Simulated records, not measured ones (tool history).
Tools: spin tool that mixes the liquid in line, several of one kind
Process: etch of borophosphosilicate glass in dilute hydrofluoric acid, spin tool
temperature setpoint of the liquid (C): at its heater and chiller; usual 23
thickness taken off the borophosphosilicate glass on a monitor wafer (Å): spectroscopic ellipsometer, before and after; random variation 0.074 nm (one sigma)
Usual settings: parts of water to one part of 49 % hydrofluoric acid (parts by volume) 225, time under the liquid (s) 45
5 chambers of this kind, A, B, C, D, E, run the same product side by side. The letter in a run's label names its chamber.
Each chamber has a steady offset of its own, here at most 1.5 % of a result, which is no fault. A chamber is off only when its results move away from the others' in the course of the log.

run	day	temperature setpoint of the liquid (C)	parts of water to one part of 49 % hydrofluoric acid (parts by volume)	time under the liquid (s)	read-back film thickness of the borophosphosilicate glass reference wafer, read on the same gauge (nm)	thickness taken off the borophosphosilicate glass on a monitor wafer (Å)
1E	0.208	23	225	45	90.037	103.56
2C	0.421	23	225	45	90.025	102.63
3B	0.621	23	225	45	90.015	103.19
4D	0.808	23	225	45	89.984	102.94
5A	0.917	23	225	45	90.006	102.53
6B	1.092	23	225	45	89.976	103.2
7A	1.208	23	225	45	89.996	101.9
8D	1.425	23	225	45	90.015	104.59
9E	1.521	23	225	65	89.982	147.15
10C	1.679	23	225	65	89.987	146.75
11C	1.817	23	225	65	89.992	149.93
12E	2.033	23	225	65	90.009	147.68
13D	2.229	23	225	65	89.989	151.28
# day 2.246: chamber C: thermometer replaced
14A	2.379	23	225	45	89.97	100.3
15B	2.508	23	225	45	89.995	102.73
16C	2.642	23	225	45	90.009	101.87
17D	2.742	23	225	45	90.002	103.65
18B	2.9	23	225	45	90.016	102.88
19A	3.017	23	225	45	89.971	99.429
20E	3.229	23	225	45	89.995	104.35
21A	3.421	18.5	225	30	90.007	55.79
22C	3.608	18.5	225	30	90.02	58.089
23B	3.725	18.5	225	30	90.007	58.018
24D	3.933	18.5	225	30	90.042	58.414
25E	4.133	18.5	225	30	89.986	57.43
26A	4.233	23	225	45	90.024	98.896
27D	4.329	23	225	45	90.02	103.29
# day 4.429: chamber C: hydrofluoric acid flow meter replaced
28B	4.442	23	225	45	90.001	101.69
29E	4.571	23	225	45	89.999	103.24
# day 4.683: chamber D: thermometer replaced
30C	4.712	23	225	45	90.003	101.24
31E	4.846	23	225	45	89.991	103.21
32A	5.067	23	225	45	90.056	96.506
33D	5.217	23	225	45	90.016	103.35
34C	5.346	23	225	45	90.023	103.19

Next, every chamber runs the same settings. What will each give?
35A	5.5	23	225	45		?
35B	5.5	23	225	45		?
35C	5.5	23	225	45		?
35D	5.5	23	225	45		?
35E	5.5	23	225	45		?

run	thickness taken off the borophosphosilicate glass on a monitor wafer (Å)
35A	97.606
35B	103.16
35C	103.15
35D	103.49
35E	102.9
